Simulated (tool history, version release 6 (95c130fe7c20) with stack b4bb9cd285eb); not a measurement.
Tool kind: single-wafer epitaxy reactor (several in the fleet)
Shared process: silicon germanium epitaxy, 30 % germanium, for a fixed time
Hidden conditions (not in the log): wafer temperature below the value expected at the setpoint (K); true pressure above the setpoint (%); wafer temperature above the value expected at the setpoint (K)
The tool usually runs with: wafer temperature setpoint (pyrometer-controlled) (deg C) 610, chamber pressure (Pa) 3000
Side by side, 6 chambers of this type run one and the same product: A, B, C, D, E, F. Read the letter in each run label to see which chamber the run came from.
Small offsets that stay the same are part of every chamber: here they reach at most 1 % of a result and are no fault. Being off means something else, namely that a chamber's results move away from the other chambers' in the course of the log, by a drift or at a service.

run	hour	wafer temperature setpoint (pyrometer-controlled) (deg C)	chamber pressure (Pa)	hours since the last pyrometer calibration	hours since the last manometer calibration	read-back reference wafer on the same gauge, thickness_nm	mean film thickness on the monitor wafer (angstrom)
1E	8.6	610	3000	611.1	177.6	81.103	739.73
2B	23.6	610	3000	531.9	1992.7	81.062	745.33
3A	39.2	610	3000	1517.7	534.0	81.063	742.54
4C	50.7	610	3000	1583.1	211.9	81.050	745.19
5D	62.8	610	3000	2012.6	2484.2	81.070	742.81
6F	75.7	623	3573	319.6	605.8	81.032	990.08
7C	91.6	623	3573	1624.0	252.8	81.030	1000.80
8F	105.8	623	3573	349.7	635.9	81.012	991.00
9A	121.5	623	3573	1600.0	616.3	81.000	1003.00
10E	131.4	623	3573	733.9	300.4	80.986	995.77
11B	147.1	623	3573	655.4	2116.2	80.977	1000.90
12D	161.4	610	3000	2111.2	2582.8	80.966	742.35
13B	172.6	610	3000	680.9	2141.7	80.967	745.22
14D	187.9	610	3000	2137.7	2609.3	80.956	740.47
15F	200.3	610	3000	444.2	730.4	80.927	731.34
16A	210.6	610	3000	1689.1	705.4	80.922	742.43
17E	224.7	610	3000	827.2	393.7	80.906	736.16
# hour 233.9: chamber D: capacitance manometer re-zeroed and calibrated
18C	238.7	624	3000	1771.1	399.9	80.896	949.19
19F	253.4	624	3000	497.3	783.5	80.896	936.90
20C	263.7	624	3000	1796.1	424.9	80.886	950.01
21B	279.8	624	3000	788.1	2248.9	80.884	949.26
22D	296.0	624	3000	2245.8	62.2	80.856	949.22
23E	303.7	624	3000	906.2	472.7	80.850	946.28
24A	313.2	610	3000	1791.7	808.0	80.843	741.54
25F	322.7	610	3000	566.6	852.8	80.838	731.63
26D	333.8	610	3000	2283.6	100.0	80.842	741.23
27C	343.1	610	3000	1875.5	504.3	80.842	742.08
28B	351.6	610	3000	859.9	2320.7	80.789	743.56
29E	365.4	610	3000	967.9	534.4	80.823	735.43
30A	375.4	610	3000	1853.9	870.2	80.793	740.75
31B	390.2	610	3000	898.5	2359.3	80.791	743.15
32D	405.7	610	3000	2355.5	171.9	80.791	741.25
33E	421.1	610	3000	1023.6	590.1	80.752	736.51
34C	433.7	610	3000	1966.1	594.9	80.755	740.88
35F	443.9	610	3000	687.8	974.0	80.742	731.67
36A	452.0	610	3000	1930.5	946.8	80.726	741.24

Predict what each chamber gives when all 6 of them run the settings below next.
37A	463.9	610	3000				?
37B	463.9	610	3000				?
37C	463.9	610	3000				?
37D	463.9	610	3000				?
37E	463.9	610	3000				?
37F	463.9	610	3000				?

run	mean film thickness on the monitor wafer (angstrom)
37A	741.15
37B	741.67
37C	739.76
37D	741.04
37E	735.29
37F	731.57

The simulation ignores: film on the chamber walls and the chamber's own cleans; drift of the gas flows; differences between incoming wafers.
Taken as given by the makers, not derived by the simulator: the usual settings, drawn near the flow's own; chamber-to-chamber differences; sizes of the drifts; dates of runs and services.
